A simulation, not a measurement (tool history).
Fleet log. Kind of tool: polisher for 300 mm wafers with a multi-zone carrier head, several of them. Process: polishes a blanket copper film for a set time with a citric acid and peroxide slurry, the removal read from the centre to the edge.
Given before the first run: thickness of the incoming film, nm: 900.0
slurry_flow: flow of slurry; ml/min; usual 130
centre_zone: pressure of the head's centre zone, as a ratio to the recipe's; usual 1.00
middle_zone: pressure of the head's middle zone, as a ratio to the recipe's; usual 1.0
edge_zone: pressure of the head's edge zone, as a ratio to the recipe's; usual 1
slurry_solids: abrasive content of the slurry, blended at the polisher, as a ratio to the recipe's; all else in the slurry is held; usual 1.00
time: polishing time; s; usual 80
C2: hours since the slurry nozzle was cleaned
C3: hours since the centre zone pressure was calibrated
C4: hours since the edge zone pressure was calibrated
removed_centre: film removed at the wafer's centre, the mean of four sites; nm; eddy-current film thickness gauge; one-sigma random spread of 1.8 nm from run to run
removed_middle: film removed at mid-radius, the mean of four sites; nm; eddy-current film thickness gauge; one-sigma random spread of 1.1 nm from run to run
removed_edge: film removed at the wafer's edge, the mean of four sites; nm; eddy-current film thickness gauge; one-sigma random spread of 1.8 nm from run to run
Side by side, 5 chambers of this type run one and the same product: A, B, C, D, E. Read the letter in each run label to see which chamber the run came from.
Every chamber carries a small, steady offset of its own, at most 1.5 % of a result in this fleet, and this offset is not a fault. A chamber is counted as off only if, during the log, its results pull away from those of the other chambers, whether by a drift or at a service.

Run 1D, day 0.233: usual settings; wafers polished on this pad 348; C2 356.3; C3 293.8; C4 570.6. Result: removed_centre 138.440 nm, removed_middle 140.130 nm, removed_edge 141.820 nm.
At day 0.396: chamber A: edge zone pressure recalibrated.
Run 2E, day 0.612: usual settings; wafers polished on this pad 485; C2 172.5; C3 100.5; C4 861.1. Result: removed_centre 137.960 nm, removed_middle 139.060 nm, removed_edge 138.850 nm.
Run 3B, day 0.933: usual settings; wafers polished on this pad 617; C2 447.4; C3 1016.5; C4 566.4. Result: removed_centre 139.310 nm, removed_middle 137.420 nm, removed_edge 138.150 nm.
Run 4C, day 1.358: usual settings; wafers polished on this pad 510; C2 652.8; C3 743.7; C4 85.7. Result: removed_centre 138.650 nm, removed_middle 137.750 nm, removed_edge 138.100 nm.
At day 1.400: chamber D: worn pad replaced by a new one.
At day 1.429: chamber A: slurry nozzle cleaned.
Run 5A, day 1.646: usual settings; wafers polished on this pad 620; C2 5.3; C3 403.4; C4 30.1. Result: removed_centre 139.800 nm, removed_middle 140.350 nm, removed_edge 138.330 nm.
At day 1.721: chamber B: worn pad replaced by a new one.
Run 6A, day 1.862: usual settings; wafers polished on this pad 664; C2 10.5; C3 408.6; C4 35.3. Result: removed_centre 139.310 nm, removed_middle 140.480 nm, removed_edge 143.740 nm.
Run 7E, day 2.154: usual settings; wafers polished on this pad 800; C2 209.5; C3 137.5; C4 898.1. Result: removed_centre 137.350 nm, removed_middle 136.950 nm, removed_edge 140.490 nm.
Run 8B, day 2.367: usual settings; wafers polished on this pad 132; C2 481.8; C3 1050.9; C4 600.8. Result: removed_centre 142.300 nm, removed_middle 137.060 nm, removed_edge 137.240 nm.
Run 9D, day 2.612: usual settings; wafers polished on this pad 248; C2 413.4; C3 350.9; C4 627.7. Result: removed_centre 137.840 nm, removed_middle 139.460 nm, removed_edge 137.680 nm.
Run 10C, day 2.867: usual settings; wafers polished on this pad 819; C2 689.0; C3 779.9; C4 121.9. Result: removed_centre 138.210 nm, removed_middle 139.140 nm, removed_edge 138.690 nm.
At day 3.112: chamber E: worn pad replaced by a new one.
Run 11E, day 3.250: usual settings but middle_zone 0.9, time 54 s; wafers polished on this pad 28; C2 235.8; C3 163.8; C4 924.4. Result: removed_centre 91.387 nm, removed_middle 85.267 nm, removed_edge 95.649 nm.
At day 3.450: chamber A: worn pad replaced by a new one.
Run 12A, day 3.538: usual settings but middle_zone 0.9, time 54 s; wafers polished on this pad 18; C2 50.7; C3 448.8; C4 75.5. Result: removed_centre 93.544 nm, removed_middle 85.367 nm, removed_edge 93.409 nm.
At day 3.546: chamber D: centre zone pressure recalibrated.
Run 13B, day 3.800: usual settings but middle_zone 0.9, time 54 s; wafers polished on this pad 425; C2 516.2; C3 1085.3; C4 635.2. Result: removed_centre 94.253 nm, removed_middle 84.491 nm, removed_edge 95.159 nm.
At day 3.875: chamber D: worn pad replaced by a new one.
Run 14C, day 4.212: usual settings but middle_zone 0.9, time 54 s; wafers polished on this pad 1094; C2 721.3; C3 812.2; C4 154.2. Result: removed_centre 94.096 nm, removed_middle 84.731 nm, removed_edge 92.645 nm.
Run 15D, day 4.579: usual settings but middle_zone 0.9, time 54 s; wafers polished on this pad 144; C2 460.6; C3 24.9; C4 674.9. Result: removed_centre 91.665 nm, removed_middle 86.685 nm, removed_edge 93.339 nm.
Run 16B, day 4.908: usual settings; wafers polished on this pad 652; C2 542.8; C3 1111.9; C4 661.8. Result: removed_centre 140.310 nm, removed_middle 137.640 nm, removed_edge 139.800 nm.
At day 5.200: chamber B: worn pad replaced by a new one.
At day 5.296: chamber C: slurry nozzle cleaned.
Run 17A, day 5.325: usual settings; wafers polished on this pad 384; C2 93.6; C3 491.7; C4 118.4. Result: removed_centre 139.810 nm, removed_middle 139.570 nm, removed_edge 139.730 nm.
At day 5.338: chamber C: worn pad replaced by a new one.
Run 18E, day 5.646: usual settings; wafers polished on this pad 518; C2 293.3; C3 221.3; C4 981.9. Result: removed_centre 140.410 nm, removed_middle 139.620 nm, removed_edge 137.420 nm.
At day 5.875: chamber B: centre zone pressure recalibrated.
Run 19C, day 5.900: usual settings; wafers polished on this pad 115; C2 14.6; C3 852.7; C4 194.7. Result: removed_centre 140.860 nm, removed_middle 138.860 nm, removed_edge 140.120 nm.
At day 6.321: chamber D: worn pad replaced by a new one.
Run 20D, day 6.329: usual settings; wafers polished on this pad 2; C2 502.6; C3 66.9; C4 716.9. Result: removed_centre 138.150 nm, removed_middle 140.780 nm, removed_edge 138.060 nm.
Run 21B, day 6.600: usual settings; wafers polished on this pad 287; C2 583.4; C3 17.5; C4 702.4. Result: removed_centre 123.440 nm, removed_middle 138.690 nm, removed_edge 142.740 nm.
Run 22C, day 6.946: usual settings; wafers polished on this pad 329; C2 39.7; C3 877.8; C4 219.8. Result: removed_centre 141.360 nm, removed_middle 139.880 nm, removed_edge 138.660 nm.
Run 23D, day 7.325: usual settings; wafers polished on this pad 206; C2 526.5; C3 90.8; C4 740.8. Result: removed_centre 140.610 nm, removed_middle 140.070 nm, removed_edge 139.470 nm.
Run 24E, day 7.662: usual settings; wafers polished on this pad 931; C2 341.7; C3 269.7; C4 1030.3. Result: removed_centre 140.640 nm, removed_middle 137.110 nm, removed_edge 138.520 nm.
Run 25A, day 8.017: usual settings; wafers polished on this pad 934; C2 158.2; C3 556.3; C4 183.0. Result: removed_centre 138.090 nm, removed_middle 142.120 nm, removed_edge 140.930 nm.
Run 26E, day 8.333: usual settings; wafers polished on this pad 1068; C2 357.8; C3 285.8; C4 1046.4. Result: removed_centre 139.080 nm, removed_middle 139.610 nm, removed_edge 136.130 nm.
At day 8.412: chamber D: slurry nozzle cleaned.
At day 8.471: chamber A: worn pad replaced by a new one.
At day 8.546: chamber D: worn pad replaced by a new one.
Run 27B, day 8.546: usual settings; wafers polished on this pad 685; C2 630.1; C3 64.2; C4 749.1. Result: removed_centre 122.850 nm, removed_middle 138.590 nm, removed_edge 140.090 nm.
Run 28A, day 8.842: usual settings but centre_zone 0.89, slurry_solids 1.25; wafers polished on this pad 76; C2 178.0; C3 576.1; C4 202.8. Result: removed_centre 124.530 nm, removed_middle 146.690 nm, removed_edge 147.260 nm.
At day 8.904: chamber E: worn pad replaced by a new one.
Run 29D, day 9.233: usual settings but centre_zone 0.89, slurry_solids 1.25; wafers polished on this pad 141; C2 19.7; C3 136.6; C4 786.6. Result: removed_centre 127.950 nm, removed_middle 149.960 nm, removed_edge 145.810 nm.
Run 30C, day 9.446: usual settings but centre_zone 0.89, slurry_solids 1.25; wafers polished on this pad 840; C2 99.7; C3 937.8; C4 279.8. Result: removed_centre 130.050 nm, removed_middle 145.760 nm, removed_edge 146.230 nm.
Run 31E, day 9.679: usual settings but centre_zone 0.89, slurry_solids 1.25; wafers polished on this pad 158; C2 390.1; C3 318.1; C4 1078.7. Result: removed_centre 128.270 nm, removed_middle 146.190 nm, removed_edge 146.540 nm.

Next, all 5 chambers run the settings below, one line each with question marks for the results. What does each chamber give?
Run 32A, day 9.992: usual settings but centre_zone 0.93. Result: removed_centre ?, removed_middle ?, removed_edge ?.
Run 32B, day 9.992: usual settings but centre_zone 0.93. Result: removed_centre ?, removed_middle ?, removed_edge ?.
Run 32C, day 9.992: usual settings but centre_zone 0.93. Result: removed_centre ?, removed_middle ?, removed_edge ?.
Run 32D, day 9.992: usual settings but centre_zone 0.93. Result: removed_centre ?, removed_middle ?, removed_edge ?.
Run 32E, day 9.992: usual settings but centre_zone 0.93. Result: removed_centre ?, removed_middle ?, removed_edge ?.

run  removed_centre  removed_middle  removed_edge
32A         125.670         141.240       143.190
32B         113.560         136.890       138.710
32C         127.700         138.590       139.010
32D         127.650         141.810       139.580
32E         129.450         139.260       140.370
